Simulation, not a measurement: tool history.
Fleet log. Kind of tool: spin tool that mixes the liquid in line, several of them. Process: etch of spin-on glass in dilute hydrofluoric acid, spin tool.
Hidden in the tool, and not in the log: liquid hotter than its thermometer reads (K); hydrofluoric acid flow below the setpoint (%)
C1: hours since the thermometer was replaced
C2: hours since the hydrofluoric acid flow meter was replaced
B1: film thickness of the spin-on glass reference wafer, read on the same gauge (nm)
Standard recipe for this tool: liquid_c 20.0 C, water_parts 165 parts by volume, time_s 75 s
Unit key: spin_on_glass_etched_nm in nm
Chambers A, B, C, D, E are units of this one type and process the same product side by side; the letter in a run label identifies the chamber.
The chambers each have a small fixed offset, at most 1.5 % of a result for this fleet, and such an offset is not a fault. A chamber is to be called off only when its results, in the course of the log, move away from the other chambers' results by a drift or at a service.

Run 1E, hour 3.6: usual settings; C1 1101.3; C2 25.5; B1 39.991. Result: spin_on_glass_etched_nm 18.122 nm.
Run 2B, hour 6.2: usual settings; C1 1355.1; C2 793.9; B1 39.993. Result: spin_on_glass_etched_nm 17.884 nm.
Run 3D, hour 8.8: usual settings; C1 219.5; C2 1747.9; B1 40.001. Result: spin_on_glass_etched_nm 17.828 nm.
Run 4C, hour 12.0: usual settings; C1 108.7; C2 783.9; B1 39.981. Result: spin_on_glass_etched_nm 17.902 nm.
Run 5A, hour 15.9: usual settings; C1 735.2; C2 342.5; B1 40.034. Result: spin_on_glass_etched_nm 17.737 nm.
Run 6B, hour 18.3: usual settings; C1 1367.2; C2 806.0; B1 39.977. Result: spin_on_glass_etched_nm 17.852 nm.
Run 7A, hour 20.4: usual settings; C1 739.7; C2 347.0; B1 39.996. Result: spin_on_glass_etched_nm 18.138 nm.
Run 8C, hour 23.7: usual settings; C1 120.4; C2 795.6; B1 39.970. Result: spin_on_glass_etched_nm 18.262 nm.
Run 9E, hour 26.1: usual settings; C1 1123.8; C2 48.0; B1 40.015. Result: spin_on_glass_etched_nm 18.058 nm.
Run 10D, hour 28.7: usual settings but liquid_c 17.5 C, time_s 115 s; C1 239.4; C2 1767.8; B1 40.018. Result: spin_on_glass_etched_nm 24.412 nm.
Run 11D, hour 32.2: usual settings but liquid_c 17.5 C, time_s 115 s; C1 242.9; C2 1771.3; B1 40.015. Result: spin_on_glass_etched_nm 24.297 nm.
Run 12E, hour 35.5: usual settings but liquid_c 17.5 C, time_s 115 s; C1 1133.2; C2 57.4; B1 39.987. Result: spin_on_glass_etched_nm 24.916 nm.
Run 13B, hour 39.5: usual settings but liquid_c 17.5 C, time_s 115 s; C1 1388.4; C2 827.2; B1 39.986. Result: spin_on_glass_etched_nm 24.206 nm.
Run 14C, hour 43.5: usual settings but liquid_c 17.5 C, time_s 115 s; C1 140.2; C2 815.4; B1 40.006. Result: spin_on_glass_etched_nm 24.972 nm.
Run 15A, hour 46.2: usual settings; C1 765.5; C2 372.8; B1 39.990. Result: spin_on_glass_etched_nm 17.745 nm.
Run 16D, hour 48.9: usual settings but liquid_c 17.0 C, time_s 105 s; C1 259.6; C2 1788.0; B1 39.998. Result: spin_on_glass_etched_nm 21.976 nm.
Run 17C, hour 52.1: usual settings but liquid_c 17.0 C, time_s 105 s; C1 148.8; C2 824.0; B1 40.040. Result: spin_on_glass_etched_nm 22.664 nm.
Run 18B, hour 54.5: usual settings but liquid_c 17.0 C, time_s 105 s; C1 1403.4; C2 842.2; B1 39.997. Result: spin_on_glass_etched_nm 21.433 nm.
Run 19E, hour 56.9: usual settings but liquid_c 17.0 C, time_s 105 s; C1 1154.6; C2 78.8; B1 40.010. Result: spin_on_glass_etched_nm 22.497 nm.
Run 20A, hour 59.3: usual settings but liquid_c 17.0 C, time_s 105 s; C1 778.6; C2 385.9; B1 40.004. Result: spin_on_glass_etched_nm 22.150 nm.
Run 21E, hour 61.9: usual settings; C1 1159.6; C2 83.8; B1 40.024. Result: spin_on_glass_etched_nm 18.020 nm.
Run 22A, hour 64.3: usual settings; C1 783.6; C2 390.9; B1 40.009. Result: spin_on_glass_etched_nm 17.913 nm.
Run 23D, hour 68.4: usual settings but liquid_c 17.0 C, water_parts 220 parts by volume; C1 279.1; C2 1807.5; B1 40.039. Result: spin_on_glass_etched_nm 11.178 nm.
Run 24C, hour 72.2: usual settings but liquid_c 17.0 C, water_parts 220 parts by volume; C1 168.9; C2 844.1; B1 40.022. Result: spin_on_glass_etched_nm 11.414 nm.
Run 25B, hour 74.7: usual settings but liquid_c 17.0 C, water_parts 220 parts by volume; C1 1423.6; C2 862.4; B1 39.981. Result: spin_on_glass_etched_nm 10.700 nm.
Run 26D, hour 78.0: usual settings but liquid_c 17.0 C, water_parts 220 parts by volume; C1 288.7; C2 1817.1; B1 40.020. Result: spin_on_glass_etched_nm 11.241 nm.
Run 27C, hour 81.1: usual settings but liquid_c 17.0 C, water_parts 220 parts by volume; C1 177.8; C2 853.0; B1 39.992. Result: spin_on_glass_etched_nm 11.325 nm.
Run 28B, hour 85.2: usual settings; C1 1434.1; C2 872.9; B1 39.987. Result: spin_on_glass_etched_nm 16.578 nm.
Run 29E, hour 89.5: usual settings; C1 1187.2; C2 111.4; B1 40.001. Result: spin_on_glass_etched_nm 17.952 nm.
Run 30A, hour 93.5: usual settings; C1 812.8; C2 420.1; B1 39.990. Result: spin_on_glass_etched_nm 18.020 nm.
Run 31C, hour 95.5: usual settings; C1 192.2; C2 867.4; B1 40.033. Result: spin_on_glass_etched_nm 17.700 nm.
Run 32A, hour 98.6: usual settings but liquid_c 17.0 C, time_s 55 s; C1 817.9; C2 425.2; B1 40.034. Result: spin_on_glass_etched_nm 11.738 nm.
Run 33E, hour 102.0: usual settings but liquid_c 17.0 C, time_s 55 s; C1 1199.7; C2 123.9; B1 40.002. Result: spin_on_glass_etched_nm 11.910 nm.
Run 34B, hour 104.1: usual settings but liquid_c 17.0 C, time_s 55 s; C1 1453.0; C2 891.8; B1 39.990. Result: spin_on_glass_etched_nm 10.631 nm.
Run 35D, hour 106.4: usual settings but liquid_c 17.0 C, time_s 55 s; C1 317.1; C2 1845.5; B1 39.985. Result: spin_on_glass_etched_nm 11.559 nm.
Run 36B, hour 108.2: usual settings but liquid_c 17.0 C, time_s 55 s; C1 1457.1; C2 895.9; B1 40.031. Result: spin_on_glass_etched_nm 10.431 nm.
Run 37E, hour 110.4: usual settings; C1 1208.1; C2 132.3; B1 40.029. Result: spin_on_glass_etched_nm 17.981 nm.
Run 38C, hour 114.6: usual settings; C1 211.3; C2 886.5; B1 39.957. Result: spin_on_glass_etched_nm 17.863 nm.
Run 39D, hour 117.4: usual settings; C1 328.1; C2 1856.5; B1 39.997. Result: spin_on_glass_etched_nm 17.593 nm.

Next, every chamber runs the same settings. What will each give?
Run 40A, hour 120.5: usual settings. Result: spin_on_glass_etched_nm ?.
Run 40B, hour 120.5: usual settings. Result: spin_on_glass_etched_nm ?.
Run 40C, hour 120.5: usual settings. Result: spin_on_glass_etched_nm ?.
Run 40D, hour 120.5: usual settings. Result: spin_on_glass_etched_nm ?.
Run 40E, hour 120.5: usual settings. Result: spin_on_glass_etched_nm ?.

run  spin_on_glass_etched_nm
40A                   17.843
40B                   15.823
40C                   17.994
40D                   17.356
40E                   17.980
